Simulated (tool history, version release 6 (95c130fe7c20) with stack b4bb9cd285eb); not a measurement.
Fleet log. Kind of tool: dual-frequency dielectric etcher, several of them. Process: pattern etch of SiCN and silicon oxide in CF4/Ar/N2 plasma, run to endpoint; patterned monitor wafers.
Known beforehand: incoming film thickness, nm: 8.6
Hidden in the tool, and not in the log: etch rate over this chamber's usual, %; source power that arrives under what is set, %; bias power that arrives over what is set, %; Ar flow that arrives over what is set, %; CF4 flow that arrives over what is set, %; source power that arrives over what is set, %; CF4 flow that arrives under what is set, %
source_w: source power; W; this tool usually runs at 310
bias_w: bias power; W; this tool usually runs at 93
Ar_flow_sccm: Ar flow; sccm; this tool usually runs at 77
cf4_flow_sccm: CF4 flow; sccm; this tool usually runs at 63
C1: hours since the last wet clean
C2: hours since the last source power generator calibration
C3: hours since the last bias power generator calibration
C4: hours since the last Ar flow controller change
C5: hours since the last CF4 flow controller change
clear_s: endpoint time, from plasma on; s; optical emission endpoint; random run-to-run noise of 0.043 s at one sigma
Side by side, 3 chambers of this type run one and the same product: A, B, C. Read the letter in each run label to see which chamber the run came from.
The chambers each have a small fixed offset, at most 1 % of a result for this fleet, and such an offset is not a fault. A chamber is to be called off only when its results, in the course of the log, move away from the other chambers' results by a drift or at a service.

{"run": "1A", "hour": 7.3, "source_w": 310, "bias_w": 93, "Ar_flow_sccm": 77, "cf4_flow_sccm": 63, "C1": 338.6, "C2": 2802.3, "C3": 277.6, "C4": 983.5, "C5": 328.8, "clear_s": 12.521}
{"run": "2B", "hour": 14.3, "source_w": 310, "bias_w": 93, "Ar_flow_sccm": 77, "cf4_flow_sccm": 63, "C1": 427.1, "C2": 498.6, "C3": 1280.8, "C4": 1572.2, "C5": 1877.8, "clear_s": 12.311}
{"run": "3C", "hour": 23.6, "source_w": 310, "bias_w": 93, "Ar_flow_sccm": 77, "cf4_flow_sccm": 63, "C1": 57.6, "C2": 996.4, "C3": 1508.5, "C4": 793.3, "C5": 3594.1, "clear_s": 12.362}
{"run": "4A", "hour": 33.0, "source_w": 310, "bias_w": 93, "Ar_flow_sccm": 77, "cf4_flow_sccm": 63, "C1": 364.3, "C2": 2828.0, "C3": 303.3, "C4": 1009.2, "C5": 354.5, "clear_s": 12.506}
{"run": "5C", "hour": 41.1, "source_w": 310, "bias_w": 93, "Ar_flow_sccm": 77, "cf4_flow_sccm": 63, "C1": 75.1, "C2": 1013.9, "C3": 1526.0, "C4": 810.8, "C5": 3611.6, "clear_s": 12.456}
{"run": "6B", "hour": 46.2, "source_w": 330, "bias_w": 93, "Ar_flow_sccm": 94, "cf4_flow_sccm": 63, "C1": 459.0, "C2": 530.5, "C3": 1312.7, "C4": 1604.1, "C5": 1909.7, "clear_s": 12.051}
{"run": "7A", "hour": 53.6, "source_w": 330, "bias_w": 93, "Ar_flow_sccm": 94, "cf4_flow_sccm": 63, "C1": 384.9, "C2": 2848.6, "C3": 323.9, "C4": 1029.8, "C5": 375.1, "clear_s": 12.124}
{"run": "8B", "hour": 61.4, "source_w": 330, "bias_w": 93, "Ar_flow_sccm": 94, "cf4_flow_sccm": 63, "C1": 474.2, "C2": 545.7, "C3": 1327.9, "C4": 1619.3, "C5": 1924.9, "clear_s": 11.938}
{"run": "9C", "hour": 66.6, "source_w": 240, "bias_w": 93, "Ar_flow_sccm": 77, "cf4_flow_sccm": 63, "C1": 100.6, "C2": 1039.4, "C3": 1551.5, "C4": 836.3, "C5": 3637.1, "clear_s": 15.438}
{"run": "10B", "hour": 76.1, "source_w": 240, "bias_w": 93, "Ar_flow_sccm": 77, "cf4_flow_sccm": 63, "C1": 488.9, "C2": 560.4, "C3": 1342.6, "C4": 1634.0, "C5": 1939.6, "clear_s": 15.436}
{"run": "11A", "hour": 83.1, "source_w": 240, "bias_w": 93, "Ar_flow_sccm": 77, "cf4_flow_sccm": 63, "C1": 414.4, "C2": 2878.1, "C3": 353.4, "C4": 1059.3, "C5": 404.6, "clear_s": 15.609}
{"run": "12C", "hour": 92.1, "source_w": 310, "bias_w": 93, "Ar_flow_sccm": 91, "cf4_flow_sccm": 53, "C1": 126.1, "C2": 1064.9, "C3": 1577.0, "C4": 861.8, "C5": 3662.6, "clear_s": 12.984}
{"hour": 98.8, "done": "chamber A: wet clean of the chamber"}
{"run": "13A", "hour": 100.4, "source_w": 310, "bias_w": 93, "Ar_flow_sccm": 91, "cf4_flow_sccm": 53, "C1": 1.6, "C2": 2895.4, "C3": 370.7, "C4": 1076.6, "C5": 421.9, "clear_s": 13.035}
{"run": "14B", "hour": 105.0, "source_w": 310, "bias_w": 93, "Ar_flow_sccm": 91, "cf4_flow_sccm": 53, "C1": 517.8, "C2": 589.3, "C3": 1371.5, "C4": 1662.9, "C5": 1968.5, "clear_s": 12.789}
{"run": "15C", "hour": 113.2, "source_w": 310, "bias_w": 93, "Ar_flow_sccm": 77, "cf4_flow_sccm": 63, "C1": 147.2, "C2": 1086.0, "C3": 1598.1, "C4": 882.9, "C5": 3683.7, "clear_s": 12.384}
{"run": "16C", "hour": 122.4, "source_w": 310, "bias_w": 93, "Ar_flow_sccm": 77, "cf4_flow_sccm": 63, "C1": 156.4, "C2": 1095.2, "C3": 1607.3, "C4": 892.1, "C5": 3692.9, "clear_s": 12.429}
{"run": "17A", "hour": 126.8, "source_w": 310, "bias_w": 93, "Ar_flow_sccm": 77, "cf4_flow_sccm": 63, "C1": 28.0, "C2": 2921.8, "C3": 397.1, "C4": 1103.0, "C5": 448.3, "clear_s": 12.548}
{"run": "18B", "hour": 131.5, "source_w": 310, "bias_w": 93, "Ar_flow_sccm": 77, "cf4_flow_sccm": 63, "C1": 544.3, "C2": 615.8, "C3": 1398.0, "C4": 1689.4, "C5": 1995.0, "clear_s": 12.335}
{"hour": 133.6, "done": "chamber A: source power generator calibrated"}
{"run": "19A", "hour": 140.5, "source_w": 310, "bias_w": 93, "Ar_flow_sccm": 77, "cf4_flow_sccm": 63, "C1": 41.7, "C2": 6.9, "C3": 410.8, "C4": 1116.7, "C5": 462.0, "clear_s": 12.845}
{"run": "20C", "hour": 147.3, "source_w": 310, "bias_w": 93, "Ar_flow_sccm": 77, "cf4_flow_sccm": 63, "C1": 181.3, "C2": 1120.1, "C3": 1632.2, "C4": 917.0, "C5": 3717.8, "clear_s": 12.385}
{"run": "21B", "hour": 153.8, "source_w": 310, "bias_w": 93, "Ar_flow_sccm": 77, "cf4_flow_sccm": 63, "C1": 566.6, "C2": 638.1, "C3": 1420.3, "C4": 1711.7, "C5": 2017.3, "clear_s": 12.333}
{"run": "22A", "hour": 162.6, "source_w": 310, "bias_w": 93, "Ar_flow_sccm": 77, "cf4_flow_sccm": 63, "C1": 63.8, "C2": 29.0, "C3": 432.9, "C4": 1138.8, "C5": 484.1, "clear_s": 12.795}
{"run": "23B", "hour": 172.4, "source_w": 310, "bias_w": 93, "Ar_flow_sccm": 77, "cf4_flow_sccm": 63, "C1": 585.2, "C2": 656.7, "C3": 1438.9, "C4": 1730.3, "C5": 2035.9, "clear_s": 12.303}
{"run": "24C", "hour": 177.8, "source_w": 280, "bias_w": 93, "Ar_flow_sccm": 59, "cf4_flow_sccm": 63, "C1": 211.8, "C2": 1150.6, "C3": 1662.7, "C4": 947.5, "C5": 3748.3, "clear_s": 13.25}
{"run": "25B", "hour": 187.7, "source_w": 280, "bias_w": 93, "Ar_flow_sccm": 59, "cf4_flow_sccm": 63, "C1": 600.5, "C2": 672.0, "C3": 1454.2, "C4": 1745.6, "C5": 2051.2, "clear_s": 13.067}
{"run": "26C", "hour": 195.3, "source_w": 280, "bias_w": 93, "Ar_flow_sccm": 59, "cf4_flow_sccm": 63, "C1": 229.3, "C2": 1168.1, "C3": 1680.2, "C4": 965.0, "C5": 3765.8, "clear_s": 13.265}
{"run": "27A", "hour": 201.1, "source_w": 310, "bias_w": 93, "Ar_flow_sccm": 77, "cf4_flow_sccm": 63, "C1": 102.3, "C2": 67.5, "C3": 471.4, "C4": 1177.3, "C5": 522.6, "clear_s": 12.869}
{"run": "28B", "hour": 208.7, "source_w": 310, "bias_w": 93, "Ar_flow_sccm": 77, "cf4_flow_sccm": 63, "C1": 621.5, "C2": 693.0, "C3": 1475.2, "C4": 1766.6, "C5": 2072.2, "clear_s": 12.338}
{"run": "29C", "hour": 215.9, "source_w": 310, "bias_w": 93, "Ar_flow_sccm": 77, "cf4_flow_sccm": 63, "C1": 249.9, "C2": 1188.7, "C3": 1700.8, "C4": 985.6, "C5": 3786.4, "clear_s": 12.457}
{"run": "30A", "hour": 225.0, "source_w": 310, "bias_w": 93, "Ar_flow_sccm": 77, "cf4_flow_sccm": 63, "C1": 126.2, "C2": 91.4, "C3": 495.3, "C4": 1201.2, "C5": 546.5, "clear_s": 12.848}
{"run": "31C", "hour": 232.4, "source_w": 310, "bias_w": 93, "Ar_flow_sccm": 77, "cf4_flow_sccm": 63, "C1": 266.4, "C2": 1205.2, "C3": 1717.3, "C4": 1002.1, "C5": 3802.9, "clear_s": 12.466}
{"hour": 234.6, "done": "chamber B: wet clean of the chamber"}
{"run": "32B", "hour": 238.4, "source_w": 310, "bias_w": 93, "Ar_flow_sccm": 77, "cf4_flow_sccm": 63, "C1": 3.9, "C2": 722.7, "C3": 1504.9, "C4": 1796.3, "C5": 2101.9, "clear_s": 12.316}
{"run": "33A", "hour": 246.1, "source_w": 310, "bias_w": 93, "Ar_flow_sccm": 77, "cf4_flow_sccm": 54, "C1": 147.3, "C2": 112.5, "C3": 516.4, "C4": 1222.3, "C5": 567.6, "clear_s": 13.06}
{"run": "34B", "hour": 250.5, "source_w": 310, "bias_w": 93, "Ar_flow_sccm": 77, "cf4_flow_sccm": 54, "C1": 16.0, "C2": 734.8, "C3": 1517.0, "C4": 1808.4, "C5": 2114.0, "clear_s": 12.575}
{"run": "35C", "hour": 258.7, "source_w": 310, "bias_w": 93, "Ar_flow_sccm": 77, "cf4_flow_sccm": 54, "C1": 292.7, "C2": 1231.5, "C3": 1743.6, "C4": 1028.4, "C5": 3829.2, "clear_s": 12.614}
{"run": "36A", "hour": 267.5, "source_w": 310, "bias_w": 93, "Ar_flow_sccm": 77, "cf4_flow_sccm": 63, "C1": 168.7, "C2": 133.9, "C3": 537.8, "C4": 1243.7, "C5": 589.0, "clear_s": 12.817}
{"run": "37B", "hour": 273.8, "source_w": 310, "bias_w": 93, "Ar_flow_sccm": 77, "cf4_flow_sccm": 63, "C1": 39.3, "C2": 758.1, "C3": 1540.3, "C4": 1831.7, "C5": 2137.3, "clear_s": 12.328}
{"run": "38A", "hour": 283.1, "source_w": 310, "bias_w": 93, "Ar_flow_sccm": 77, "cf4_flow_sccm": 63, "C1": 184.3, "C2": 149.5, "C3": 553.4, "C4": 1259.3, "C5": 604.6, "clear_s": 12.823}
{"run": "39C", "hour": 289.6, "source_w": 310, "bias_w": 93, "Ar_flow_sccm": 77, "cf4_flow_sccm": 63, "C1": 323.6, "C2": 1262.4, "C3": 1774.5, "C4": 1059.3, "C5": 3860.1, "clear_s": 12.361}
{"run": "40A", "hour": 297.4, "source_w": 310, "bias_w": 93, "Ar_flow_sccm": 77, "cf4_flow_sccm": 63, "C1": 198.6, "C2": 163.8, "C3": 567.7, "C4": 1273.6, "C5": 618.9, "clear_s": 12.818}
{"run": "41B", "hour": 303.7, "source_w": 310, "bias_w": 93, "Ar_flow_sccm": 77, "cf4_flow_sccm": 63, "C1": 69.2, "C2": 788.0, "C3": 1570.2, "C4": 1861.6, "C5": 2167.2, "clear_s": 12.302}
{"run": "42C", "hour": 313.4, "source_w": 310, "bias_w": 93, "Ar_flow_sccm": 77, "cf4_flow_sccm": 63, "C1": 347.4, "C2": 1286.2, "C3": 1798.3, "C4": 1083.1, "C5": 3883.9, "clear_s": 12.447}
{"run": "43C", "hour": 317.8, "source_w": 310, "bias_w": 93, "Ar_flow_sccm": 77, "cf4_flow_sccm": 63, "C1": 351.8, "C2": 1290.6, "C3": 1802.7, "C4": 1087.5, "C5": 3888.3, "clear_s": 12.44}
{"run": "44B", "hour": 323.0, "source_w": 310, "bias_w": 109, "Ar_flow_sccm": 92, "cf4_flow_sccm": 63, "C1": 88.5, "C2": 807.3, "C3": 1589.5, "C4": 1880.9, "C5": 2186.5, "clear_s": 11.838}

One chamber off, gauge drift, or nothing amiss beyond the chambers' own small offsets? If it is a chamber, which one, and what is the likeliest cause?

A service left chamber A off against the others.
Most likely cause: source power that arrives under what is set, % = 3.12.

Here are 4 candidates for chamber A's next run, each the usual settings with a change, their results left as question marks. Which one brings its results back in line with what the others give on the usual settings?
A result is in line if it is within this distance of the other chambers' mean on the usual settings: clear_s 0.150 s
{"run": "45A-1", "hour": 330.1, "source_w": 310, "bias_w": 93, "Ar_flow_sccm": 59, "cf4_flow_sccm": 78, "clear_s": "?"}
{"run": "45A-2", "hour": 330.1, "source_w": 290, "bias_w": 93, "Ar_flow_sccm": 77, "cf4_flow_sccm": 63, "clear_s": "?"}
{"run": "45A-3", "hour": 330.1, "source_w": 320, "bias_w": 95, "Ar_flow_sccm": 77, "cf4_flow_sccm": 63, "clear_s": "?"}
{"run": "45A-4", "hour": 330.1, "source_w": 310, "bias_w": 93, "Ar_flow_sccm": 88, "cf4_flow_sccm": 54, "clear_s": "?"}

The mean the other chambers reach with the usual settings: clear_s 12.372 s
run=45A-1 clear_s=12.161
run=45A-2 clear_s=13.626
run=45A-3 clear_s=12.415
run=45A-4 clear_s=13.355
45A-3 is the one that brings the chamber's results back in line with the other chambers.

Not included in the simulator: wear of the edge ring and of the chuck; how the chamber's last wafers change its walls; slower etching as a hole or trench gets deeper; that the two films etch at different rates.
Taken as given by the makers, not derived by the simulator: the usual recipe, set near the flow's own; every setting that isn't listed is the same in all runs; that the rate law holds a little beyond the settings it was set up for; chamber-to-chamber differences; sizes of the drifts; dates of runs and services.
